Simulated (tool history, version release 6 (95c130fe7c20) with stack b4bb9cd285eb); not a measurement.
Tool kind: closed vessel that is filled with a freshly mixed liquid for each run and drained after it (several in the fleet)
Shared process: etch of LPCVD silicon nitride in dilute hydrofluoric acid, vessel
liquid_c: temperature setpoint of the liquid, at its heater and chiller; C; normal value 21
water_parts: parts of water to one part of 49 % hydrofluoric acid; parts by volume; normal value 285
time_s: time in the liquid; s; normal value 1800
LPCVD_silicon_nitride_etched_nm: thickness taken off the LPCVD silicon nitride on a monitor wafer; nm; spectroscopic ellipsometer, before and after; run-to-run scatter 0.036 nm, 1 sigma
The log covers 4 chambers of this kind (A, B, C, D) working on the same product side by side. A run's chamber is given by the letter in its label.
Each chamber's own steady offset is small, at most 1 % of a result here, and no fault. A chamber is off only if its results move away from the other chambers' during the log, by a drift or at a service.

run   hour  liquid_c  water_parts  time_s  hours since the thermometer was replaced  hours since the hydrofluoric acid flow meter was replaced  read-back film thickness of the LPCVD silicon nitride reference wafer, read on the same gauge (nm)  LPCVD_silicon_nitride_etched_nm
 1D    3.6        21          285    1800                                    1013.4                                                      125.6                                                                                              120.01                           2.6104
 2C    6.3        21          285    1800                                       464                                                      239.5                                                                                                 120                           2.5197
 3B    8.8        21          285    1800                                     774.8                                                     1955.2                                                                                              120.04                           2.5521
 4A   13.1        21          285    1800                                     397.8                                                     1400.5                                                                                              119.98                           2.6282
 5B   15.4        21          285    1800                                     781.4                                                     1961.8                                                                                              120.01                           2.5552
 6C   17.8        21          285    1800                                     475.5                                                        251                                                                                              120.01                           2.5542
 7D   21.5        23          285    2485                                    1031.3                                                      143.5                                                                                                 120                           4.1013
 8A   23.4        23          285    2485                                     408.1                                                     1410.8                                                                                              119.98                           4.1966
 9A   27.8        23          285    2485                                     412.5                                                     1415.2                                                                                              119.99                           4.1265
10C   30.7        23          285    2485                                     488.4                                                      263.9                                                                                              119.98                           4.0518
11D   34.1        21          400    2305                                    1043.9                                                      156.1                                                                                              120.04                           2.4124
12B   36.3        21          400    2305                                     802.3                                                     1982.7                                                                                              119.98                            2.329
13B   39.9        21          400    2305                                     805.9                                                     1986.3                                                                                              119.99                           2.3945
14D   42.2        21          400    2305                                      1052                                                      164.2                                                                                              119.98                           2.3072
15A   46.3        21          285    1800                                       431                                                     1433.7                                                                                              119.97                           2.6042
16C   50.2        21          285    1800                                     507.9                                                      283.4                                                                                              119.96                           2.5491
17D   53.4        21          285    1800                                    1063.2                                                      175.4                                                                                              119.99                           2.5726
18B     57        21          285    1800                                       823                                                     2003.4                                                                                              120.03                           2.5536
19A   60.4        21          285    1800                                     445.1                                                     1447.8                                                                                              119.97                           2.6283
20C   63.4        21          285    1800                                     521.1                                                      296.6                                                                                              119.99                           2.6166
21D     66        18          285     940                                    1075.8                                                        188                                                                                                 120                           1.0993
22B   69.9        18          285     940                                     835.9                                                     2016.3                                                                                              119.96                           1.1148
23A   71.8        18          285     940                                     456.5                                                     1459.2                                                                                              119.93                           1.1091
24C   76.1        18          285     940                                     533.8                                                      309.3                                                                                              120.06                           1.0904
25D     80        21          285    1800                                    1089.8                                                        202                                                                                              119.97                           2.6332
26A   83.5        21          285    1800                                     468.2                                                     1470.9                                                                                              120.02                           2.6241
27C   87.7        21          285    1800                                     545.4                                                      320.9                                                                                              119.98                           2.5927
28B   91.1        21          285    1800                                     857.1                                                     2037.5                                                                                                 120                           2.5612
29C   94.5        18          410    1800                                     552.2                                                      327.7                                                                                              120.02                           1.4977
30B   98.7        18          410    1800                                     864.7                                                     2045.1                                                                                              119.98                           1.4946
31A    102        18          410    1800                                     486.7                                                     1489.4                                                                                              120.01                           1.4641
32D  104.1        18          410    1800                                    1113.9                                                      226.1                                                                                                 120                           1.5135
33C  106.2        21          285    1800                                     563.9                                                      339.4                                                                                              120.02                           2.5046
34D    110        21          285    1800                                    1119.8                                                        232                                                                                              119.98                           2.6209
35A  113.4        21          285    1800                                     498.1                                                     1500.8                                                                                              120.03                           2.5628
36B  115.3        21          285     805                                     881.3                                                     2061.7                                                                                              120.05                           1.1239
37D  117.7        21          285     805                                    1127.5                                                      239.7                                                                                              119.99                           1.1385
38C    120        21          285     805                                     577.7                                                      353.2                                                                                              119.98                           1.1623

Read the log: is a single chamber off, either drifting away or since a service, is the gauge that measures every chamber drifting, or is nothing wrong beyond small per-chamber offsets? Name any odd chamber and what most likely caused it.

Neither any chamber nor the gauge drifts; the chambers differ only by their own small, steady offsets.
